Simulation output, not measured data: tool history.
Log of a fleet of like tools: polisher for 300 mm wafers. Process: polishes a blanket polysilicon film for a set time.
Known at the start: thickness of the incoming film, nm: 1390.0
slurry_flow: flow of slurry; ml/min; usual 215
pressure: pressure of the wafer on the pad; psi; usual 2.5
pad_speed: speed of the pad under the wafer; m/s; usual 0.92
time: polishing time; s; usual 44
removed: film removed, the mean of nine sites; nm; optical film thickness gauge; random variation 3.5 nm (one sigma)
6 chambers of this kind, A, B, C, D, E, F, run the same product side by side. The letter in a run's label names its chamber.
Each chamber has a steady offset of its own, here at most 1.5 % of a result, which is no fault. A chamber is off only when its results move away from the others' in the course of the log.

run     day  slurry_flow  pressure  pad_speed  time  removed
 1F   0.425          215       2.5       0.92    44   248.94
 2A   0.862          215       2.5       0.92    44   249.11
 3D    1.25          215       2.5       0.92    44   249.79
 4B   1.758          215       2.5       0.92    44   243.79
 5E   2.333          215       2.5       0.92    44   247.52
      2.475  -- chamber B: worn pad replaced by a new one
 6C   2.625          215       2.5       0.92    44   241.95
      3.012  -- chamber F: worn pad replaced by a new one
      3.133  -- chamber A: worn pad replaced by a new one
 7E   3.221          215       2.5       0.92    44   243.49
        3.3  -- chamber F: slurry nozzle cleaned
      3.317  -- chamber C: worn pad replaced by a new one
 8F   3.742          215       2.5       0.92    44   251.01
 9A   4.375          215       2.5       0.92    44   243.78
      4.796  -- chamber C: slurry nozzle cleaned
10B   4.917          215       2.5       0.92    44   242.99
11C   5.329          215       2.5       0.92    44   243.33
12D   5.604          215       2.5       0.92    44      245
13E    5.95          215       2.5       0.92    44   249.06
      6.058  -- chamber B: worn pad replaced by a new one
14F   6.538          215       2.5       0.92    44   247.74
      6.771  -- chamber A: worn pad replaced by a new one
      6.854  -- chamber F: worn pad replaced by a new one
15C   7.042          215       2.5       0.92    44    245.9
      7.271  -- chamber C: worn pad replaced by a new one
      7.308  -- chamber D: worn pad replaced by a new one
16B   7.558          215       2.5       0.92    44   249.36
      7.762  -- chamber A: slurry nozzle cleaned
17D   8.171          215       2.5       0.92    44   245.74
      8.417  -- chamber E: worn pad replaced by a new one
18A   8.583          215         3       1.06    44   339.96
19E   8.888          215         3       1.06    44   342.51
20D   9.342          215         3       1.06    44   341.13
      9.521  -- chamber B: worn pad replaced by a new one
      9.942  -- chamber D: slurry nozzle cleaned
21C   9.971          215         3       1.06    44   332.95
     10.133  -- chamber A: worn pad replaced by a new one
22B   10.25          215         3       1.06    44   337.07
23A  10.612          215         3       1.06    44   345.12
     10.812  -- chamber F: worn pad replaced by a new one
24F  10.908          215       2.5       0.92    44   248.68
25E  11.446          215       2.5       0.92    44   262.35
26D  11.767          215       2.5       0.92    44   246.07
     12.062  -- chamber C: worn pad replaced by a new one
27A  12.154          215       2.5       0.92    44   247.73
28F  12.592          215       2.5       0.92    44   236.45
29B  12.892          215       2.5       0.92    44   242.25
30C  13.371          215       2.5       0.92    44   243.41
     13.742  -- chamber B: worn pad replaced by a new one
     13.842  -- chamber B: slurry nozzle cleaned
31B  13.888          215       2.5       0.92    44    240.5
     13.908  -- chamber E: slurry nozzle cleaned
       14.2  -- chamber A: worn pad replaced by a new one
32F  14.358          215       2.5       0.92    44   244.81
       14.4  -- chamber D: worn pad replaced by a new one
     14.625  -- chamber C: head pressure recalibrated
     14.762  -- chamber F: worn pad replaced by a new one
     14.767  -- chamber A: head pressure recalibrated
33D  14.888          215       2.5       0.92    44   247.48
34A  15.196          215       2.5       0.92    44   250.22
35C  15.671          215       2.5       0.92    44   242.73
36E  16.142          215       2.5       0.92    44   268.46
     16.225  -- chamber C: worn pad replaced by a new one
     16.738  -- chamber E: worn pad replaced by a new one
37A  16.779          215       2.5       0.92    44   248.57
38E  17.138          215       2.5       0.92    44   271.95
39D  17.642          215       2.5       0.92    44   251.68
     18.138  -- chamber B: worn pad replaced by a new one
40C  18.204          215       2.5       0.92    44   247.71
41B  18.567          215       2.5       0.92    44   244.45
     18.646  -- chamber F: worn pad replaced by a new one
42F  19.192          215       2.5       0.92    44   247.15
43C  19.525          215       2.5       0.92    44    237.9

What goes on in this fleet: one chamber off, a drifting gauge, or nothing beyond the chambers' own small offsets? Name the chamber and the cause, if any.

Chamber E drifts away from the others.
Cause: head's pressure above its setpoint, % = 11.

Here are 4 candidates for chamber E's next run, each the usual settings with a change, their results left as question marks. Which one brings its results back in line with what the others give on the usual settings?
In line means no further than this from the other chambers' mean on the usual settings: removed 12 nm
44E-1  19.983          215       2.5       1.02    44        ?
44E-2  19.983          215       2.3       0.86    41        ?
44E-3  19.983          215       2.3       0.92    42        ?
44E-4  19.983          220       2.5       1.14    44        ?

The other chambers' mean on the usual settings: removed 245.61 nm
  run  removed
44E-1    303.7
44E-2   219.77
44E-3   240.67
44E-4   340.07
44E-3 brings the chamber back in line.
